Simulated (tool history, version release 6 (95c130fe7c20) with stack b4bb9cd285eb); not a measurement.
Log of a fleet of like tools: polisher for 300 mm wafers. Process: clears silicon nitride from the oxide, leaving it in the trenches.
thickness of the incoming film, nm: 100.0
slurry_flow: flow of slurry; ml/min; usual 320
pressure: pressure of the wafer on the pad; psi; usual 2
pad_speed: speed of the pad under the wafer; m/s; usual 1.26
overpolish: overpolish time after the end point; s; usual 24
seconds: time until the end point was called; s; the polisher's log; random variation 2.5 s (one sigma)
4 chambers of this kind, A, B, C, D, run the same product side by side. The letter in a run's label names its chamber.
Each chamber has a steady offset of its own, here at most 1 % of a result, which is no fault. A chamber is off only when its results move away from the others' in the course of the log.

run   hour  slurry_flow  pressure  pad_speed  overpolish  wafers polished on this pad  hours since the slurry nozzle was cleaned  hours since the head pressure was calibrated  seconds
 1A    6.2          320         2       1.26          24                          761                                      120.6                                         362.9   133.45
 2D   16.5          320         2       1.26          24                         1001                                      127.1                                         235.3   133.26
      20.5  -- chamber C: worn pad replaced by a new one
      24.9  -- chamber A: worn pad replaced by a new one
 3C   25.3          320         2       1.26          24                           40                                       30.0                                         246.4   132.33
 4B   34.4          320         2       1.26          24                          450                                      452.1                                         123.8   135.46
      41.8  -- chamber D: worn pad replaced by a new one
 5C   42.4          320         2       1.26          24                          183                                       47.1                                         263.5   132.18
 6B   53.2          320         2       1.26          24                          607                                      470.9                                         142.6   130.78
 7A   62.6          320         2       1.26          24                          315                                      177.0                                         419.3   127.06
 8D   69.9          320         2       1.26          24                          235                                      180.5                                         288.7   131.37
 9C   79.5          320         2       1.26          24                          494                                       84.2                                         300.6   136.64
10D   86.5          320         2       1.26          24                          374                                      197.1                                         305.3   131.17
11B   97.6          320         2       1.26          24                          978                                      515.3                                         187.0   133.58
     102.4  -- chamber D: slurry nozzle cleaned
12A  108.9          320         2       1.26          24                          702                                      223.3                                         465.6   129.59
13D  116.9          320         2       1.62          24                          628                                       14.5                                         335.7   105.42
14A  125.8          320         2       1.62          24                          844                                      240.2                                         482.5   103.55
     126.0  -- chamber C: worn pad replaced by a new one
     133.4  -- chamber B: slurry nozzle cleaned
15B  136.6          320         2       1.62          24                         1305                                        3.3                                         226.0   104.18
     137.6  -- chamber A: worn pad replaced by a new one
16C  143.1          320         2       1.62          24                          143                                      147.8                                         364.2   102.97
17A  151.4          380         2       1.08          24                          116                                      265.8                                         508.1   158.23
     158.1  -- chamber A: head pressure recalibrated
18D  160.1          380         2       1.08          24                          989                                       57.7                                         378.9   154.96
     165.4  -- chamber D: worn pad replaced by a new one
19C  168.8          380         2       1.08          24                          358                                      173.5                                         389.9   158.15
     171.1  -- chamber C: head pressure recalibrated
20B  178.1          380         2       1.08          24                         1652                                       44.8                                         267.5   155.54
21A  188.2          320         2       1.26          24                          423                                      302.6                                          30.1   133.45
22D  195.5          320         2       1.26          24                          252                                       93.1                                         414.3   137.33
23B  201.2          320         2       1.26          24                         1845                                       67.9                                         290.6   140.57
24C  212.0          320         2       1.26          24                          719                                      216.7                                          40.9   132.61
25B  220.5          320         2       1.26          24                         2006                                       87.2                                         309.9   139.52
     224.6  -- chamber C: slurry nozzle cleaned
     226.1  -- chamber A: worn pad replaced by a new one
26C  230.7          320         2       1.26          24                          875                                        6.1                                          59.6   134.08
27D  236.7          320         2       1.26          24                          596                                      134.3                                         455.5   135.65
     239.5  -- chamber C: worn pad replaced by a new one
28A  243.5          320         2       1.26          24                          146                                      357.9                                          85.4   129.02
29B  252.3          320         2       1.26          24                         2272                                      119.0                                         341.7   140.14
30D  262.7          320         2       1.26          24                          814                                      160.3                                         481.5   134.80
31A  272.7          320         2       1.26          24                          390                                      387.1                                         114.6   132.66
32C  280.8          320         2       1.26          24                          345                                       56.2                                         109.7   137.05
33C  291.8          320         2       1.26          24                          437                                       67.2                                         120.7   133.67
34D  300.5          320         2       1.44          24                         1130                                      198.1                                         519.3   118.06
35B  310.2          320         2       1.44          24                         2756                                      176.9                                         399.6   126.76
36A  315.3          320         2       1.44          24                          746                                      429.7                                         157.2   116.41
37A  322.4          320         2       1.44          24                          805                                      436.8                                         164.3   119.45

Is one chamber off against the others, does the gauge drift, or is nothing wrong? If a chamber is off, say which, and what the likeliest cause is.

Chamber B drifts away from the others.
Cause: removal rate lost through wear of the pad, % = 10.3.
The log may not tell that from: head's pressure below its setpoint, %.

Here are 4 candidates for chamber B's next run, each the usual settings with a change, their results left as question marks. Which one brings its results back in line with what the others give on the usual settings?
In line means no further than this from the other chambers' mean on the usual settings: seconds 8.70 s
38B-1  330.7          320       1.9       1.20          24                                                                                                                              ?
38B-2  330.7          325       2.5       1.26          24                                                                                                                              ?
38B-3  330.7          320       1.8       1.12          24                                                                                                                              ?
38B-4  330.7          320       2.0       1.40          24                                                                                                                              ?

The other chambers' mean on the usual settings: seconds 134.13 s
  run  seconds
38B-1   165.01
38B-2   119.54
38B-3   186.55
38B-4   134.39
38B-4 brings the chamber back in line.
